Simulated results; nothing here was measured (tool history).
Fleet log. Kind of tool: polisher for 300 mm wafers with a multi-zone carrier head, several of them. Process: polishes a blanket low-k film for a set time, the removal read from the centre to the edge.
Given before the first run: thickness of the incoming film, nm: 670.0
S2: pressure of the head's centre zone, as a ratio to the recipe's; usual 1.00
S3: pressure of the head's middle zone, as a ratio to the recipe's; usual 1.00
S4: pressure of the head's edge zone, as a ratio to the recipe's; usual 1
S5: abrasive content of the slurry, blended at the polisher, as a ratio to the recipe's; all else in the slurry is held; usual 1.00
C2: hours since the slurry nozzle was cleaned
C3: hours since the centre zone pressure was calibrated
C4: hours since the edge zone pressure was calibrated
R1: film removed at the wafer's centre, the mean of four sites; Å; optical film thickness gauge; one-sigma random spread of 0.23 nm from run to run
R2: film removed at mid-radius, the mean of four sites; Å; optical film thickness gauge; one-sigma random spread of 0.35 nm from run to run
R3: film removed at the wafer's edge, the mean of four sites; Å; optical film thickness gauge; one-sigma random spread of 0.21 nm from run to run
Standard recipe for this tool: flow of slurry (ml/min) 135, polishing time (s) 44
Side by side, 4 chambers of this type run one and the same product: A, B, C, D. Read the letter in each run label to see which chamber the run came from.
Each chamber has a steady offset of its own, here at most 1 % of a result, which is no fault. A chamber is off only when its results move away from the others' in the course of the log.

run 1A hour=5.2 | flow_of_slurry_(ml/min)=135 S2=1.00 S3=1.00 S4=1 S5=1.00 polishing_time_(s)=44 | wafers_polished_on_this_pad=235 C2=507.9 C3=411.1 C4=555.8 | R1=261.17 R2=266.01 R3=265.35
run 2D hour=12.3 | flow_of_slurry_(ml/min)=135 S2=1.00 S3=1.00 S4=1 S5=1.00 polishing_time_(s)=44 | wafers_polished_on_this_pad=297 C2=902.2 C3=309.4 C4=648.4 | R1=266.78 R2=265.47 R3=265.30
-- hour=15.1 chamber B: worn pad replaced by a new one
run 3C hour=19.0 | flow_of_slurry_(ml/min)=135 S2=1.00 S3=1.00 S4=1 S5=1.00 polishing_time_(s)=44 | wafers_polished_on_this_pad=630 C2=439.0 C3=564.8 C4=702.4 | R1=264.09 R2=262.40 R3=266.89
run 4B hour=26.9 | flow_of_slurry_(ml/min)=135 S2=1.00 S3=1.00 S4=1 S5=1.00 polishing_time_(s)=44 | wafers_polished_on_this_pad=165 C2=182.5 C3=173.3 C4=276.2 | R1=270.29 R2=264.59 R3=266.06
-- hour=31.0 chamber B: edge zone pressure recalibrated
run 5B hour=31.7 | flow_of_slurry_(ml/min)=135 S2=1.00 S3=1.00 S4=1 S5=1.00 polishing_time_(s)=44 | wafers_polished_on_this_pad=232 C2=187.3 C3=178.1 C4=0.7 | R1=271.02 R2=266.55 R3=267.73
-- hour=36.9 chamber D: slurry nozzle cleaned
run 6C hour=39.3 | flow_of_slurry_(ml/min)=135 S2=1.00 S3=1.00 S4=1 S5=1.00 polishing_time_(s)=44 | wafers_polished_on_this_pad=913 C2=459.3 C3=585.1 C4=722.7 | R1=262.62 R2=268.27 R3=263.75
-- hour=39.9 chamber C: slurry nozzle cleaned
-- hour=41.4 chamber A: worn pad replaced by a new one
-- hour=43.3 chamber C: edge zone pressure recalibrated
run 7A hour=44.7 | flow_of_slurry_(ml/min)=135 S2=1.00 S3=1.00 S4=1 S5=1.00 polishing_time_(s)=44 | wafers_polished_on_this_pad=46 C2=547.4 C3=450.6 C4=595.3 | R1=269.94 R2=268.62 R3=267.32
run 8D hour=52.4 | flow_of_slurry_(ml/min)=135 S2=1.00 S3=1.00 S4=1 S5=1.00 polishing_time_(s)=44 | wafers_polished_on_this_pad=857 C2=15.6 C3=349.5 C4=688.5 | R1=263.95 R2=266.61 R3=266.99
run 9A hour=57.4 | flow_of_slurry_(ml/min)=135 S2=1.00 S3=1.00 S4=1 S5=1.00 polishing_time_(s)=44 | wafers_polished_on_this_pad=223 C2=560.1 C3=463.3 C4=608.0 | R1=266.41 R2=269.59 R3=264.53
-- hour=61.7 chamber C: worn pad replaced by a new one
run 10B hour=64.3 | flow_of_slurry_(ml/min)=135 S2=1.00 S3=1.00 S4=1 S5=1.00 polishing_time_(s)=44 | wafers_polished_on_this_pad=687 C2=219.9 C3=210.7 C4=33.3 | R1=270.67 R2=267.21 R3=269.74
run 11D hour=73.0 | flow_of_slurry_(ml/min)=135 S2=1.00 S3=1.00 S4=1 S5=1.00 polishing_time_(s)=44 | wafers_polished_on_this_pad=1144 C2=36.2 C3=370.1 C4=709.1 | R1=258.52 R2=264.44 R3=266.63
-- hour=80.1 chamber A: edge zone pressure recalibrated
run 12C hour=80.4 | flow_of_slurry_(ml/min)=135 S2=1.00 S3=1.00 S4=1 S5=1.00 polishing_time_(s)=44 | wafers_polished_on_this_pad=261 C2=40.6 C3=626.2 C4=37.1 | R1=263.80 R2=269.20 R3=267.97
run 13A hour=86.2 | flow_of_slurry_(ml/min)=135 S2=1.00 S3=1.00 S4=1 S5=1.00 polishing_time_(s)=44 | wafers_polished_on_this_pad=625 C2=588.9 C3=492.1 C4=6.1 | R1=266.64 R2=268.49 R3=267.91
-- hour=87.7 chamber D: edge zone pressure recalibrated
-- hour=91.2 chamber B: worn pad replaced by a new one
run 14C hour=93.9 | flow_of_slurry_(ml/min)=135 S2=1.00 S3=1.00 S4=1 S5=1.00 polishing_time_(s)=44 | wafers_polished_on_this_pad=450 C2=54.1 C3=639.7 C4=50.6 | R1=270.25 R2=268.09 R3=266.12
-- hour=98.0 chamber A: worn pad replaced by a new one
run 15B hour=101.2 | flow_of_slurry_(ml/min)=135 S2=1.00 S3=1.00 S4=1 S5=1.00 polishing_time_(s)=44 | wafers_polished_on_this_pad=140 C2=256.8 C3=247.6 C4=70.2 | R1=268.12 R2=266.80 R3=268.32
run 16D hour=109.9 | flow_of_slurry_(ml/min)=135 S2=1.00 S3=1.00 S4=1 S5=1.00 polishing_time_(s)=44 | wafers_polished_on_this_pad=1659 C2=73.1 C3=407.0 C4=22.3 | R1=265.28 R2=256.49 R3=259.13
run 17B hour=117.7 | flow_of_slurry_(ml/min)=135 S2=1.00 S3=1.00 S4=1 S5=1.00 polishing_time_(s)=44 | wafers_polished_on_this_pad=370 C2=273.3 C3=264.1 C4=86.7 | R1=265.15 R2=274.22 R3=264.36
run 18D hour=124.0 | flow_of_slurry_(ml/min)=135 S2=1.00 S3=1.00 S4=1 S5=1.00 polishing_time_(s)=44 | wafers_polished_on_this_pad=1856 C2=87.2 C3=421.1 C4=36.4 | R1=260.78 R2=264.39 R3=259.07
run 19A hour=128.7 | flow_of_slurry_(ml/min)=135 S2=1.00 S3=1.00 S4=1 S5=0.75 polishing_time_(s)=44 | wafers_polished_on_this_pad=429 C2=631.4 C3=534.6 C4=48.6 | R1=233.19 R2=230.33 R3=232.08
run 20C hour=137.1 | flow_of_slurry_(ml/min)=135 S2=1.00 S3=1.00 S4=1 S5=0.75 polishing_time_(s)=44 | wafers_polished_on_this_pad=1053 C2=97.3 C3=682.9 C4=93.8 | R1=229.87 R2=229.54 R3=230.59
run 21C hour=142.1 | flow_of_slurry_(ml/min)=135 S2=1.00 S3=1.00 S4=1 S5=0.75 polishing_time_(s)=44 | wafers_polished_on_this_pad=1123 C2=102.3 C3=687.9 C4=98.8 | R1=228.88 R2=225.04 R3=233.50
-- hour=143.8 chamber C: worn pad replaced by a new one
run 22B hour=148.3 | flow_of_slurry_(ml/min)=135 S2=1.00 S3=1.00 S4=1 S5=0.75 polishing_time_(s)=44 | wafers_polished_on_this_pad=798 C2=303.9 C3=294.7 C4=117.3 | R1=230.42 R2=231.20 R3=232.35
run 23A hour=154.0 | flow_of_slurry_(ml/min)=135 S2=1.00 S3=0.95 S4=1 S5=1.00 polishing_time_(s)=44 | wafers_polished_on_this_pad=782 C2=656.7 C3=559.9 C4=73.9 | R1=266.56 R2=253.38 R3=267.50
-- hour=157.2 chamber A: worn pad replaced by a new one
run 24D hour=158.7 | flow_of_slurry_(ml/min)=135 S2=1.00 S3=0.95 S4=1 S5=1.00 polishing_time_(s)=44 | wafers_polished_on_this_pad=2340 C2=121.9 C3=455.8 C4=71.1 | R1=256.93 R2=240.86 R3=255.64
run 25B hour=165.8 | flow_of_slurry_(ml/min)=135 S2=1.00 S3=0.95 S4=1 S5=1.00 polishing_time_(s)=44 | wafers_polished_on_this_pad=1042 C2=321.4 C3=312.2 C4=134.8 | R1=268.55 R2=258.32 R3=268.48
-- hour=166.1 chamber B: worn pad replaced by a new one
run 26A hour=172.7 | flow_of_slurry_(ml/min)=135 S2=1.00 S3=0.95 S4=1 S5=1.00 polishing_time_(s)=44 | wafers_polished_on_this_pad=216 C2=675.4 C3=578.6 C4=92.6 | R1=267.93 R2=253.96 R3=267.66
run 27D hour=180.4 | flow_of_slurry_(ml/min)=135 S2=1.11 S3=1.07 S4=1 S5=1.00 polishing_time_(s)=44 | wafers_polished_on_this_pad=2643 C2=143.6 C3=477.5 C4=92.8 | R1=285.02 R2=264.35 R3=253.85
run 28C hour=186.2 | flow_of_slurry_(ml/min)=135 S2=1.11 S3=1.07 S4=1 S5=1.00 polishing_time_(s)=44 | wafers_polished_on_this_pad=592 C2=146.4 C3=732.0 C4=142.9 | R1=295.16 R2=285.68 R3=267.42
-- hour=189.2 chamber A: slurry nozzle cleaned
run 29A hour=191.3 | flow_of_slurry_(ml/min)=135 S2=1.11 S3=1.07 S4=1 S5=1.00 polishing_time_(s)=44 | wafers_polished_on_this_pad=476 C2=2.1 C3=597.2 C4=111.2 | R1=298.80 R2=277.57 R3=268.35
run 30C hour=199.5 | flow_of_slurry_(ml/min)=135 S2=1.11 S3=1.07 S4=1 S5=1.00 polishing_time_(s)=44 | wafers_polished_on_this_pad=777 C2=159.7 C3=745.3 C4=156.2 | R1=297.62 R2=279.80 R3=268.97
run 31B hour=208.1 | flow_of_slurry_(ml/min)=135 S2=1.00 S3=1.00 S4=1 S5=1.00 polishing_time_(s)=44 | wafers_polished_on_this_pad=586 C2=363.7 C3=354.5 C4=177.1 | R1=262.07 R2=261.15 R3=267.65
run 32D hour=212.5 | flow_of_slurry_(ml/min)=135 S2=1.00 S3=1.00 S4=1 S5=1.00 polishing_time_(s)=44 | wafers_polished_on_this_pad=3091 C2=175.7 C3=509.6 C4=124.9 | R1=247.66 R2=251.59 R3=249.50

All chambers now run identical settings, listed one chamber a line with results as question marks. What results will each chamber show?
run 33A hour=218.9 | flow_of_slurry_(ml/min)=135 S2=1.00 S3=1.00 S4=1 S5=1.00 polishing_time_(s)=44 | R1=? R2=? R3=?
run 33B hour=218.9 | flow_of_slurry_(ml/min)=135 S2=1.00 S3=1.00 S4=1 S5=1.00 polishing_time_(s)=44 | R1=? R2=? R3=?
run 33C hour=218.9 | flow_of_slurry_(ml/min)=135 S2=1.00 S3=1.00 S4=1 S5=1.00 polishing_time_(s)=44 | R1=? R2=? R3=?
run 33D hour=218.9 | flow_of_slurry_(ml/min)=135 S2=1.00 S3=1.00 S4=1 S5=1.00 polishing_time_(s)=44 | R1=? R2=? R3=?

run=33A R1=265.40 R2=267.66 R3=264.59
run=33B R1=265.35 R2=270.03 R3=266.29
run=33C R1=264.72 R2=260.56 R3=268.99
run=33D R1=252.42 R2=249.17 R3=252.21
